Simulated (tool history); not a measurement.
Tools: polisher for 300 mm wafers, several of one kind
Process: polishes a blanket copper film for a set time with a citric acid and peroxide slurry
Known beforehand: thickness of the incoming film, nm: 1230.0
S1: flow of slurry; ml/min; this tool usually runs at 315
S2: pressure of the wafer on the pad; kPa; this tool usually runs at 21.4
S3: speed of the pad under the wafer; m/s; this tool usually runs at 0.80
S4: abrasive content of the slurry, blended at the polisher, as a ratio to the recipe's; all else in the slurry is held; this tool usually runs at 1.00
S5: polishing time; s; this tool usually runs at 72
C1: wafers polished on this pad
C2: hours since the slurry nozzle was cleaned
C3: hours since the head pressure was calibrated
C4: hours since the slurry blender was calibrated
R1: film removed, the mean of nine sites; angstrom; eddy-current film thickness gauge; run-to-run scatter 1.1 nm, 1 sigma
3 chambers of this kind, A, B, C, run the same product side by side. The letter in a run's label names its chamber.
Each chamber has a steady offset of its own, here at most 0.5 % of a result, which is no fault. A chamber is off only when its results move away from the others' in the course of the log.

run 1A hour=2.6 | S1=315 S2=21.4 S3=0.80 S4=1.00 S5=72 | C1=454 C2=363.9 C3=320.6 C4=132.0 | R1=1331.0
run 2B hour=6.0 | S1=315 S2=21.4 S3=0.80 S4=1.00 S5=72 | C1=958 C2=40.6 C3=1297.8 C4=116.4 | R1=1305.3
run 3C hour=10.1 | S1=315 S2=21.4 S3=0.80 S4=1.00 S5=72 | C1=160 C2=242.1 C3=220.0 C4=417.9 | R1=1292.1
run 4C hour=14.2 | S1=315 S2=21.4 S3=0.80 S4=1.00 S5=72 | C1=195 C2=246.2 C3=224.1 C4=422.0 | R1=1290.4
-- hour=15.3 chamber B: worn pad replaced by a new one
run 5A hour=17.3 | S1=315 S2=21.4 S3=0.80 S4=1.00 S5=72 | C1=581 C2=378.6 C3=335.3 C4=146.7 | R1=1320.5
run 6B hour=22.6 | S1=315 S2=21.4 S3=0.80 S4=1.00 S5=72 | C1=63 C2=57.2 C3=1314.4 C4=133.0 | R1=1322.7
run 7B hour=25.1 | S1=315 S2=21.4 S3=0.80 S4=1.00 S5=72 | C1=85 C2=59.7 C3=1316.9 C4=135.5 | R1=1301.9
run 8C hour=28.1 | S1=315 S2=21.4 S3=0.80 S4=1.00 S5=72 | C1=315 C2=260.1 C3=238.0 C4=435.9 | R1=1285.9
run 9A hour=30.9 | S1=315 S2=21.4 S3=0.80 S4=1.00 S5=72 | C1=699 C2=392.2 C3=348.9 C4=160.3 | R1=1300.0
run 10C hour=34.5 | S1=315 S2=21.4 S3=0.80 S4=1.00 S5=72 | C1=371 C2=266.5 C3=244.4 C4=442.3 | R1=1323.0
run 11B hour=39.6 | S1=315 S2=21.4 S3=0.80 S4=1.00 S5=72 | C1=210 C2=74.2 C3=1331.4 C4=150.0 | R1=1305.4
run 12A hour=42.4 | S1=315 S2=21.4 S3=0.80 S4=1.00 S5=72 | C1=798 C2=403.7 C3=360.4 C4=171.8 | R1=1313.1
-- hour=44.8 chamber C: slurry blender recalibrated
run 13C hour=47.5 | S1=315 S2=21.4 S3=0.80 S4=1.00 S5=72 | C1=483 C2=279.5 C3=257.4 C4=2.7 | R1=1295.1
run 14B hour=50.6 | S1=315 S2=21.4 S3=0.80 S4=1.00 S5=72 | C1=305 C2=85.2 C3=1342.4 C4=161.0 | R1=1304.0
run 15A hour=55.0 | S1=315 S2=21.4 S3=0.80 S4=1.00 S5=72 | C1=907 C2=416.3 C3=373.0 C4=184.4 | R1=1302.2
-- hour=55.7 chamber B: head pressure recalibrated
-- hour=56.4 chamber C: worn pad replaced by a new one
-- hour=56.8 chamber C: slurry nozzle cleaned
run 16B hour=60.1 | S1=315 S2=21.4 S3=1.04 S4=1.00 S5=54 | C1=387 C2=94.7 C3=4.4 C4=170.5 | R1=1386.1
run 17A hour=64.7 | S1=315 S2=21.4 S3=1.04 S4=1.00 S5=54 | C1=991 C2=426.0 C3=382.7 C4=194.1 | R1=1248.6
run 18C hour=67.4 | S1=315 S2=21.4 S3=1.04 S4=1.00 S5=54 | C1=95 C2=10.7 C3=277.3 C4=22.6 | R1=1269.2
run 19B hour=69.9 | S1=315 S2=21.4 S3=0.80 S4=1.00 S5=72 | C1=472 C2=104.5 C3=14.2 C4=180.3 | R1=1419.6
run 20C hour=73.2 | S1=315 S2=21.4 S3=0.80 S4=1.00 S5=72 | C1=145 C2=16.5 C3=283.1 C4=28.4 | R1=1298.0
-- hour=75.4 chamber A: worn pad replaced by a new one
run 21A hour=78.0 | S1=315 S2=21.4 S3=0.80 S4=1.15 S5=72 | C1=22 C2=439.3 C3=396.0 C4=207.4 | R1=1331.0
-- hour=79.9 chamber B: slurry blender recalibrated
run 22C hour=83.3 | S1=315 S2=21.4 S3=0.80 S4=1.15 S5=72 | C1=233 C2=26.6 C3=293.2 C4=38.5 | R1=1342.6
run 23A hour=86.6 | S1=315 S2=21.4 S3=0.80 S4=1.15 S5=72 | C1=97 C2=447.9 C3=404.6 C4=216.0 | R1=1349.4
run 24B hour=89.3 | S1=315 S2=21.4 S3=0.98 S4=1.00 S5=55 | C1=640 C2=123.9 C3=33.6 C4=9.5 | R1=1301.2
run 25A hour=93.0 | S1=315 S2=21.4 S3=0.98 S4=1.00 S5=55 | C1=152 C2=454.3 C3=411.0 C4=222.4 | R1=1202.8
run 26B hour=96.1 | S1=315 S2=21.4 S3=0.98 S4=1.00 S5=55 | C1=699 C2=130.7 C3=40.4 C4=16.3 | R1=1323.0
run 27C hour=100.9 | S1=315 S2=21.4 S3=0.80 S4=1.00 S5=72 | C1=385 C2=44.2 C3=310.8 C4=56.1 | R1=1305.3
run 28B hour=103.8 | S1=315 S2=21.4 S3=0.80 S4=1.00 S5=72 | C1=765 C2=138.4 C3=48.1 C4=24.0 | R1=1444.8
run 29A hour=106.6 | S1=315 S2=21.4 S3=0.80 S4=1.00 S5=72 | C1=270 C2=467.9 C3=424.6 C4=236.0 | R1=1301.8
run 30C hour=110.0 | S1=315 S2=21.4 S3=0.80 S4=1.00 S5=72 | C1=464 C2=53.3 C3=319.9 C4=65.2 | R1=1303.0
run 31A hour=113.6 | S1=315 S2=21.4 S3=0.80 S4=1.00 S5=72 | C1=330 C2=474.9 C3=431.6 C4=243.0 | R1=1304.3
run 32B hour=117.1 | S1=315 S2=21.4 S3=0.80 S4=1.00 S5=72 | C1=880 C2=151.7 C3=61.4 C4=37.3 | R1=1403.6
run 33C hour=119.9 | S1=315 S2=21.4 S3=0.80 S4=1.00 S5=72 | C1=549 C2=63.2 C3=329.8 C4=75.1 | R1=1306.9

Predict what each chamber gives when all 3 of them run the settings below next.
run 34A hour=123.8 | S1=315 S2=21.4 S3=0.80 S4=1.00 S5=72 | R1=?
run 34B hour=123.8 | S1=315 S2=21.4 S3=0.80 S4=1.00 S5=72 | R1=?
run 34C hour=123.8 | S1=315 S2=21.4 S3=0.80 S4=1.00 S5=72 | R1=?

run=34A R1=1279.3
run=34B R1=1399.3
run=34C R1=1306.8
